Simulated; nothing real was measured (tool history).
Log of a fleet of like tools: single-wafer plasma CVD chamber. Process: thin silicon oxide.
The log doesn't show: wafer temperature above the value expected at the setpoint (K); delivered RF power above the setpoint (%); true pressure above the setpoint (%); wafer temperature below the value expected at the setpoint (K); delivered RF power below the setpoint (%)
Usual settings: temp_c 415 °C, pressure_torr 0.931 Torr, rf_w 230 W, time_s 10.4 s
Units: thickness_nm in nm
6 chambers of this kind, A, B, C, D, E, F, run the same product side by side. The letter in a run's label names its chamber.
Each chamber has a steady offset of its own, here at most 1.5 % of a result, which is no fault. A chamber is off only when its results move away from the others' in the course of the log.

| run | day | temp_c | pressure_torr | rf_w | time_s | hours since the last thermocouple change | hours since the last RF generator calibration | hours since the last manometer calibration | read-back reference wafer on the same gauge, thickness_nm | thickness_nm |
|---|---|---|---|---|---|---|---|---|---|---|
| 1E | 0.221 | 415 | 0.931 | 230 | 10.4 | 699.8 | 27.9 | 382.8 | 17.105 | 18.992 |
| 2D | 0.708 | 415 | 0.931 | 230 | 10.4 | 1259.3 | 562.6 | 181.2 | 17.100 | 18.877 |
| 3F | 0.933 | 415 | 0.931 | 230 | 10.4 | 504.2 | 1663.7 | 2372.9 | 17.110 | 19.174 |
| 4C | 1.229 | 415 | 0.931 | 230 | 10.4 | 880.8 | 717.8 | 763.5 | 17.088 | 19.216 |
| 5B | 1.721 | 428 | 1.094 | 230 | 10.4 | 676.5 | 216.4 | 1147.9 | 17.096 | 21.345 |
| 6A | 1.942 | 428 | 1.094 | 230 | 10.4 | 1151.0 | 307.2 | 841.8 | 17.104 | 21.565 |
| 7F | 2.192 | 428 | 1.094 | 230 | 10.4 | 534.4 | 1693.9 | 2403.1 | 17.120 | 21.223 |
|  | 2.375 | chamber F: RF generator calibrated |
| 8D | 2.488 | 428 | 1.094 | 230 | 10.4 | 1302.0 | 605.3 | 223.9 | 17.132 | 21.211 |
|  | 2.746 | chamber C: RF generator calibrated |
| 9C | 2.942 | 428 | 1.094 | 230 | 10.4 | 921.9 | 4.8 | 804.6 | 17.098 | 21.258 |
| 10B | 3.433 | 428 | 1.094 | 230 | 10.4 | 717.6 | 257.5 | 1189.0 | 17.105 | 21.235 |
| 11E | 3.879 | 415 | 0.931 | 230 | 10.4 | 787.6 | 115.7 | 470.6 | 17.110 | 18.995 |
| 12A | 4.288 | 415 | 0.931 | 230 | 10.4 | 1207.3 | 363.5 | 898.1 | 17.117 | 19.325 |
| 13F | 4.708 | 415 | 0.931 | 230 | 10.4 | 594.8 | 56.1 | 2463.5 | 17.083 | 19.128 |
| 14E | 5.038 | 415 | 0.931 | 230 | 10.4 | 815.4 | 143.5 | 498.4 | 17.073 | 19.099 |
| 15D | 5.425 | 415 | 0.931 | 230 | 10.4 | 1372.5 | 675.8 | 294.4 | 17.099 | 18.955 |
| 16A | 5.804 | 415 | 0.931 | 230 | 10.4 | 1243.7 | 399.9 | 934.5 | 17.103 | 19.387 |
| 17B | 6.058 | 415 | 0.931 | 190 | 10.4 | 780.6 | 320.5 | 1252.0 | 17.108 | 17.288 |
| 18C | 6.362 | 415 | 0.931 | 190 | 10.4 | 1004.0 | 86.9 | 886.7 | 17.101 | 17.374 |
| 19B | 6.725 | 415 | 0.931 | 190 | 10.4 | 796.6 | 336.5 | 1268.0 | 17.101 | 17.318 |
| 20D | 7.108 | 415 | 0.931 | 190 | 10.4 | 1412.9 | 716.2 | 334.8 | 17.097 | 17.347 |
| 21E | 7.550 | 415 | 0.931 | 190 | 10.4 | 875.7 | 203.8 | 558.7 | 17.088 | 17.377 |
| 22F | 8.004 | 415 | 0.931 | 190 | 10.4 | 673.9 | 135.2 | 2542.6 | 17.105 | 17.304 |
| 23C | 8.325 | 415 | 0.931 | 230 | 10.4 | 1051.1 | 134.0 | 933.8 | 17.108 | 19.104 |
| 24A | 8.571 | 415 | 0.931 | 230 | 10.4 | 1310.1 | 466.3 | 1000.9 | 17.096 | 19.297 |
| 25E | 8.838 | 415 | 0.931 | 230 | 10.4 | 906.6 | 234.7 | 589.6 | 17.108 | 18.923 |
| 26C | 9.154 | 415 | 0.931 | 230 | 10.4 | 1071.0 | 153.9 | 953.7 | 17.102 | 19.264 |
| 27B | 9.471 | 415 | 0.931 | 230 | 8.4 | 862.5 | 402.4 | 1333.9 | 17.100 | 15.319 |
| 28F | 9.788 | 415 | 0.931 | 230 | 8.4 | 716.7 | 178.0 | 2585.4 | 17.109 | 15.269 |
| 29A | 10.012 | 415 | 0.931 | 230 | 8.4 | 1344.7 | 500.9 | 1035.5 | 17.091 | 15.624 |
| 30D | 10.446 | 415 | 0.931 | 230 | 8.4 | 1493.0 | 796.3 | 414.9 | 17.106 | 15.317 |
| 31F | 10.658 | 415 | 0.931 | 230 | 8.4 | 737.6 | 198.9 | 2606.3 | 17.087 | 15.477 |
|  | 11.092 | chamber D: RF generator calibrated |
| 32B | 11.142 | 415 | 0.931 | 230 | 8.4 | 902.6 | 442.5 | 1374.0 | 17.101 | 15.363 |
| 33D | 11.533 | 415 | 0.931 | 230 | 10.4 | 1519.1 | 10.6 | 441.0 | 17.124 | 19.089 |
| 34E | 11.988 | 415 | 0.931 | 230 | 10.4 | 982.2 | 310.3 | 665.2 | 17.104 | 19.078 |
| 35A | 12.325 | 415 | 0.931 | 230 | 10.4 | 1400.2 | 556.4 | 1091.0 | 17.093 | 19.375 |
| 36C | 12.592 | 415 | 0.931 | 230 | 10.4 | 1153.5 | 236.4 | 1036.2 | 17.086 | 19.202 |
| 37F | 12.962 | 415 | 0.931 | 230 | 10.4 | 792.9 | 254.2 | 2661.6 | 17.085 | 18.911 |
| 38E | 13.408 | 415 | 0.931 | 230 | 10.4 | 1016.3 | 344.4 | 699.3 | 17.085 | 19.009 |
| 39C | 13.733 | 415 | 0.931 | 230 | 10.4 | 1180.9 | 263.8 | 1063.6 | 17.107 | 19.200 |
| 40B | 13.954 | 415 | 0.931 | 230 | 10.4 | 970.1 | 510.0 | 1441.5 | 17.097 | 19.072 |
| 41A | 14.271 | 415 | 0.931 | 230 | 10.4 | 1446.9 | 603.1 | 1137.7 | 17.091 | 19.322 |

All 6 chambers run these settings next. Forecast each chamber's results:
| 42A | 14.621 | 415 | 0.931 | 230 | 10.4 |  |  |  |  | ? |
| 42B | 14.621 | 415 | 0.931 | 230 | 10.4 |  |  |  |  | ? |
| 42C | 14.621 | 415 | 0.931 | 230 | 10.4 |  |  |  |  | ? |
| 42D | 14.621 | 415 | 0.931 | 230 | 10.4 |  |  |  |  | ? |
| 42E | 14.621 | 415 | 0.931 | 230 | 10.4 |  |  |  |  | ? |
| 42F | 14.621 | 415 | 0.931 | 230 | 10.4 |  |  |  |  | ? |

| run | thickness_nm |
|---|---|
| 42A | 19.422 |
| 42B | 19.080 |
| 42C | 19.223 |
| 42D | 18.945 |
| 42E | 18.996 |
| 42F | 19.095 |

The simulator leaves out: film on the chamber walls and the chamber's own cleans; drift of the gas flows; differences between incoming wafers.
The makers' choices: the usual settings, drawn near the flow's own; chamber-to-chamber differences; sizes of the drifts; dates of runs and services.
